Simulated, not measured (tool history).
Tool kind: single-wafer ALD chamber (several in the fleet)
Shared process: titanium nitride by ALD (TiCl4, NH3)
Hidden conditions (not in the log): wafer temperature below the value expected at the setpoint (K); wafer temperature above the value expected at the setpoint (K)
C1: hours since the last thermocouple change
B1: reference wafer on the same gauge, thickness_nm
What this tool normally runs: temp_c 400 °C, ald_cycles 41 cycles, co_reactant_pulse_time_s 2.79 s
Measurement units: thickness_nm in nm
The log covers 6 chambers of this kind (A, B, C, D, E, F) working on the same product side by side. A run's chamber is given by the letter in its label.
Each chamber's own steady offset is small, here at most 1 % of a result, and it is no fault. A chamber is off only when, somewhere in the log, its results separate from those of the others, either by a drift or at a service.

{"run": "1D", "day": 0.242, "temp_c": 400, "ald_cycles": 41, "co_reactant_pulse_time_s": 2.79, "C1": 843.2, "B1": 0.84254, "thickness_nm": 0.90964}
{"run": "2F", "day": 0.479, "temp_c": 400, "ald_cycles": 41, "co_reactant_pulse_time_s": 2.79, "C1": 1356.1, "B1": 0.84275, "thickness_nm": 0.91468}
{"run": "3E", "day": 0.758, "temp_c": 400, "ald_cycles": 41, "co_reactant_pulse_time_s": 2.79, "C1": 41, "B1": 0.84254, "thickness_nm": 0.91381}
{"run": "4C", "day": 1.129, "temp_c": 400, "ald_cycles": 41, "co_reactant_pulse_time_s": 2.79, "C1": 135.6, "B1": 0.84261, "thickness_nm": 0.91563}
{"run": "5B", "day": 1.488, "temp_c": 400, "ald_cycles": 45, "co_reactant_pulse_time_s": 2.79, "C1": 117.7, "B1": 0.84224, "thickness_nm": 1.0077}
{"run": "6A", "day": 1.667, "temp_c": 400, "ald_cycles": 45, "co_reactant_pulse_time_s": 2.79, "C1": 1190.1, "B1": 0.84193, "thickness_nm": 1.0091}
{"run": "7F", "day": 1.871, "temp_c": 400, "ald_cycles": 45, "co_reactant_pulse_time_s": 2.79, "C1": 1389.5, "B1": 0.84227, "thickness_nm": 1.0015}
{"run": "8D", "day": 2.175, "temp_c": 400, "ald_cycles": 45, "co_reactant_pulse_time_s": 2.79, "C1": 889.6, "B1": 0.84226, "thickness_nm": 0.99389}
{"run": "9A", "day": 2.433, "temp_c": 400, "ald_cycles": 45, "co_reactant_pulse_time_s": 2.79, "C1": 1208.5, "B1": 0.84176, "thickness_nm": 1.0097}
{"run": "10C", "day": 2.804, "temp_c": 400, "ald_cycles": 45, "co_reactant_pulse_time_s": 2.79, "C1": 175.8, "B1": 0.84194, "thickness_nm": 1.0018}
{"run": "11B", "day": 3.125, "temp_c": 400, "ald_cycles": 41, "co_reactant_pulse_time_s": 2.79, "C1": 157, "B1": 0.84126, "thickness_nm": 0.91815}
{"run": "12E", "day": 3.35, "temp_c": 412, "ald_cycles": 41, "co_reactant_pulse_time_s": 2.45, "C1": 103.2, "B1": 0.84152, "thickness_nm": 0.90989}
{"run": "13F", "day": 3.538, "temp_c": 412, "ald_cycles": 41, "co_reactant_pulse_time_s": 2.45, "C1": 1429.5, "B1": 0.84133, "thickness_nm": 0.91336}
{"run": "14A", "day": 3.75, "temp_c": 412, "ald_cycles": 41, "co_reactant_pulse_time_s": 2.45, "C1": 1240.1, "B1": 0.84138, "thickness_nm": 0.91517}
{"run": "15D", "day": 4.008, "temp_c": 412, "ald_cycles": 41, "co_reactant_pulse_time_s": 2.45, "C1": 933.6, "B1": 0.84099, "thickness_nm": 0.90325}
{"run": "16B", "day": 4.196, "temp_c": 412, "ald_cycles": 41, "co_reactant_pulse_time_s": 2.45, "C1": 182.7, "B1": 0.84079, "thickness_nm": 0.91554}
{"run": "17E", "day": 4.538, "temp_c": 412, "ald_cycles": 41, "co_reactant_pulse_time_s": 2.45, "C1": 131.7, "B1": 0.84115, "thickness_nm": 0.91209}
{"run": "18C", "day": 4.908, "temp_c": 400, "ald_cycles": 48, "co_reactant_pulse_time_s": 2.09, "C1": 226.3, "B1": 0.84063, "thickness_nm": 1.0596}
{"run": "19B", "day": 5.154, "temp_c": 400, "ald_cycles": 48, "co_reactant_pulse_time_s": 2.09, "C1": 205.7, "B1": 0.8402, "thickness_nm": 1.0654}
{"run": "20F", "day": 5.546, "temp_c": 400, "ald_cycles": 48, "co_reactant_pulse_time_s": 2.09, "C1": 1477.7, "B1": 0.84066, "thickness_nm": 1.057}
{"run": "21C", "day": 5.875, "temp_c": 400, "ald_cycles": 48, "co_reactant_pulse_time_s": 2.09, "C1": 249.5, "B1": 0.84022, "thickness_nm": 1.0575}
{"run": "22A", "day": 6.121, "temp_c": 400, "ald_cycles": 48, "co_reactant_pulse_time_s": 2.09, "C1": 1297, "B1": 0.84011, "thickness_nm": 1.061}
{"run": "23D", "day": 6.412, "temp_c": 400, "ald_cycles": 48, "co_reactant_pulse_time_s": 2.09, "C1": 991.3, "B1": 0.83985, "thickness_nm": 1.0481}
{"run": "24E", "day": 6.662, "temp_c": 412, "ald_cycles": 34, "co_reactant_pulse_time_s": 2.79, "C1": 182.7, "B1": 0.83989, "thickness_nm": 0.75548}
{"run": "25F", "day": 6.942, "temp_c": 412, "ald_cycles": 34, "co_reactant_pulse_time_s": 2.79, "C1": 1511.2, "B1": 0.83984, "thickness_nm": 0.75676}
{"run": "26B", "day": 7.242, "temp_c": 412, "ald_cycles": 34, "co_reactant_pulse_time_s": 2.79, "C1": 255.8, "B1": 0.83948, "thickness_nm": 0.76056}
{"run": "27C", "day": 7.612, "temp_c": 412, "ald_cycles": 34, "co_reactant_pulse_time_s": 2.79, "C1": 291.2, "B1": 0.83952, "thickness_nm": 0.75669}
{"run": "28A", "day": 7.829, "temp_c": 412, "ald_cycles": 34, "co_reactant_pulse_time_s": 2.79, "C1": 1338, "B1": 0.83949, "thickness_nm": 0.76254}
{"run": "29D", "day": 8.212, "temp_c": 412, "ald_cycles": 34, "co_reactant_pulse_time_s": 2.79, "C1": 1034.5, "B1": 0.83929, "thickness_nm": 0.74992}
{"run": "30E", "day": 8.45, "temp_c": 400, "ald_cycles": 41, "co_reactant_pulse_time_s": 2.79, "C1": 225.6, "B1": 0.83877, "thickness_nm": 0.91065}
{"run": "31D", "day": 8.846, "temp_c": 395, "ald_cycles": 46, "co_reactant_pulse_time_s": 2.79, "C1": 1049.7, "B1": 0.83865, "thickness_nm": 1.0143}
{"run": "32F", "day": 9.104, "temp_c": 395, "ald_cycles": 46, "co_reactant_pulse_time_s": 2.79, "C1": 1563.1, "B1": 0.83901, "thickness_nm": 1.0169}
{"run": "33C", "day": 9.362, "temp_c": 395, "ald_cycles": 46, "co_reactant_pulse_time_s": 2.79, "C1": 333.2, "B1": 0.83839, "thickness_nm": 1.0202}
{"run": "34B", "day": 9.621, "temp_c": 395, "ald_cycles": 46, "co_reactant_pulse_time_s": 2.79, "C1": 312.9, "B1": 0.83857, "thickness_nm": 1.0206}
{"run": "35A", "day": 10.004, "temp_c": 395, "ald_cycles": 46, "co_reactant_pulse_time_s": 2.79, "C1": 1390.2, "B1": 0.83839, "thickness_nm": 1.0231}
{"run": "36E", "day": 10.371, "temp_c": 395, "ald_cycles": 46, "co_reactant_pulse_time_s": 2.79, "C1": 271.7, "B1": 0.838, "thickness_nm": 1.0169}
{"run": "37F", "day": 10.612, "temp_c": 400, "ald_cycles": 41, "co_reactant_pulse_time_s": 2.79, "C1": 1599.3, "B1": 0.83783, "thickness_nm": 0.9113}
{"run": "38E", "day": 10.8, "temp_c": 405, "ald_cycles": 45, "co_reactant_pulse_time_s": 2.79, "C1": 282, "B1": 0.83814, "thickness_nm": 1.0024}
{"run": "39A", "day": 10.979, "temp_c": 405, "ald_cycles": 45, "co_reactant_pulse_time_s": 2.79, "C1": 1413.6, "B1": 0.83756, "thickness_nm": 1.0073}
{"run": "40B", "day": 11.317, "temp_c": 405, "ald_cycles": 45, "co_reactant_pulse_time_s": 2.79, "C1": 353.6, "B1": 0.83733, "thickness_nm": 1.0037}
{"run": "41D", "day": 11.588, "temp_c": 405, "ald_cycles": 45, "co_reactant_pulse_time_s": 2.79, "C1": 1115.5, "B1": 0.83753, "thickness_nm": 0.99239}

The same settings go to every chamber for the next run, one line per chamber below. Forecast the results for each:
{"run": "42A", "day": 11.883, "temp_c": 400, "ald_cycles": 41, "co_reactant_pulse_time_s": 2.79, "thickness_nm": "?"}
{"run": "42B", "day": 11.883, "temp_c": 400, "ald_cycles": 41, "co_reactant_pulse_time_s": 2.79, "thickness_nm": "?"}
{"run": "42C", "day": 11.883, "temp_c": 400, "ald_cycles": 41, "co_reactant_pulse_time_s": 2.79, "thickness_nm": "?"}
{"run": "42D", "day": 11.883, "temp_c": 400, "ald_cycles": 41, "co_reactant_pulse_time_s": 2.79, "thickness_nm": "?"}
{"run": "42E", "day": 11.883, "temp_c": 400, "ald_cycles": 41, "co_reactant_pulse_time_s": 2.79, "thickness_nm": "?"}
{"run": "42F", "day": 11.883, "temp_c": 400, "ald_cycles": 41, "co_reactant_pulse_time_s": 2.79, "thickness_nm": "?"}

run=42A thickness_nm=0.91296
run=42B thickness_nm=0.91217
run=42C thickness_nm=0.90913
run=42D thickness_nm=0.90177
run=42E thickness_nm=0.91039
run=42F thickness_nm=0.90622
